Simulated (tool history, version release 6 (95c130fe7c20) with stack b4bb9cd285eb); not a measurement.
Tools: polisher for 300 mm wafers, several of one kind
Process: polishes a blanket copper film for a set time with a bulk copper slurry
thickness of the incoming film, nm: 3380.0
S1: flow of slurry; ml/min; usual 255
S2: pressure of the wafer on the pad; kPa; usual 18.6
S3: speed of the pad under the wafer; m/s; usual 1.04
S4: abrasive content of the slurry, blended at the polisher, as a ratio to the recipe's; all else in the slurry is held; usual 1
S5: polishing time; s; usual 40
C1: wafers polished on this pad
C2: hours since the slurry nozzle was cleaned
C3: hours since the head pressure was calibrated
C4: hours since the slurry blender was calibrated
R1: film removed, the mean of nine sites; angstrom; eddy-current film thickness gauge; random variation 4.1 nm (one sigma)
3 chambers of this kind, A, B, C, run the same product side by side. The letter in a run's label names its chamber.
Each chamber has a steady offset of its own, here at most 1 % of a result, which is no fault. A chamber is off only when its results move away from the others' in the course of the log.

-- day=0.129 chamber B: slurry blender recalibrated
-- day=0.242 chamber C: slurry blender recalibrated
run 1A day=0.479 | S1=255 S2=18.6 S3=1.04 S4=1 S5=40 | C1=482 C2=171.4 C3=707.9 C4=64.2 | R1=3969.3
run 2C day=0.775 | S1=255 S2=18.6 S3=1.04 S4=1 S5=40 | C1=610 C2=42.4 C3=873.5 C4=12.9 | R1=4036.6
run 3B day=1.238 | S1=255 S2=18.6 S3=1.04 S4=1 S5=40 | C1=1004 C2=162.3 C3=311.0 C4=26.6 | R1=3979.9
-- day=1.379 chamber A: head pressure recalibrated
-- day=1.496 chamber B: worn pad replaced by a new one
run 4B day=1.500 | S1=255 S2=18.6 S3=1.04 S4=1 S5=40 | C1=1 C2=168.6 C3=317.3 C4=32.9 | R1=3931.4
-- day=1.558 chamber C: worn pad replaced by a new one
-- day=1.571 chamber A: slurry nozzle cleaned
run 5A day=1.738 | S1=255 S2=18.6 S3=1.04 S4=1 S5=40 | C1=797 C2=4.1 C3=8.7 C4=94.4 | R1=4016.3
run 6C day=1.988 | S1=255 S2=18.6 S3=1.04 S4=1 S5=46 | C1=108 C2=71.5 C3=902.6 C4=42.0 | R1=4462.4
run 7C day=2.350 | S1=255 S2=18.6 S3=1.04 S4=1 S5=46 | C1=199 C2=80.2 C3=911.3 C4=50.7 | R1=4593.7
run 8B day=2.717 | S1=255 S2=18.6 S3=1.04 S4=1 S5=46 | C1=306 C2=197.8 C3=346.5 C4=62.1 | R1=4446.3
-- day=2.971 chamber A: worn pad replaced by a new one
run 9A day=3.054 | S1=255 S2=18.6 S3=1.04 S4=1 S5=40 | C1=21 C2=35.7 C3=40.3 C4=126.0 | R1=4031.2
-- day=3.279 chamber C: head pressure recalibrated
run 10A day=3.508 | S1=255 S2=18.6 S3=1.04 S4=1 S5=40 | C1=135 C2=46.6 C3=51.2 C4=136.9 | R1=3973.6
run 11C day=3.733 | S1=255 S2=18.6 S3=1.04 S4=1 S5=40 | C1=545 C2=113.4 C3=11.0 C4=83.9 | R1=3989.7
run 12B day=4.092 | S1=255 S2=18.6 S3=1.04 S4=1 S5=40 | C1=650 C2=230.8 C3=379.5 C4=95.1 | R1=3819.4
run 13C day=4.546 | S1=255 S2=18.6 S3=1.04 S4=1 S5=40 | C1=748 C2=132.9 C3=30.5 C4=103.4 | R1=3946.9
run 14B day=4.892 | S1=255 S2=18.6 S3=1.04 S4=1 S5=40 | C1=851 C2=250.0 C3=398.7 C4=114.3 | R1=3703.5
run 15A day=5.229 | S1=255 S2=18.6 S3=1.04 S4=1 S5=40 | C1=565 C2=87.9 C3=92.5 C4=178.2 | R1=3945.3
-- day=5.525 chamber C: worn pad replaced by a new one
run 16C day=5.525 | S1=255 S2=18.6 S3=1.04 S4=1 S5=40 | C1=0 C2=156.4 C3=54.0 C4=126.9 | R1=3970.5
-- day=5.567 chamber B: slurry blender recalibrated
run 17B day=5.904 | S1=255 S2=18.6 S3=1.04 S4=1 S5=40 | C1=1104 C2=274.3 C3=423.0 C4=8.1 | R1=3687.8
-- day=6.342 chamber B: worn pad replaced by a new one
run 18A day=6.342 | S1=255 S2=14.5 S3=1.04 S4=1 S5=40 | C1=844 C2=114.6 C3=119.2 C4=204.9 | R1=3075.9
run 19C day=6.729 | S1=255 S2=14.5 S3=1.04 S4=1 S5=40 | C1=301 C2=185.3 C3=82.9 C4=155.8 | R1=3059.7
run 20A day=7.008 | S1=255 S2=14.5 S3=1.04 S4=1 S5=40 | C1=1011 C2=130.6 C3=135.2 C4=220.9 | R1=3120.0
-- day=7.162 chamber B: slurry nozzle cleaned
run 21B day=7.362 | S1=255 S2=13.8 S3=1.04 S4=1 S5=40 | C1=255 C2=4.8 C3=458.0 C4=43.1 | R1=2616.8

All 3 chambers run these settings next. Forecast each chamber's results:
run 22A day=7.733 | S1=295 S2=18.6 S3=1.04 S4=1 S5=40 | R1=?
run 22B day=7.733 | S1=295 S2=18.6 S3=1.04 S4=1 S5=40 | R1=?
run 22C day=7.733 | S1=295 S2=18.6 S3=1.04 S4=1 S5=40 | R1=?

run=22A R1=4033.7
run=22B R1=3546.3
run=22C R1=4084.4
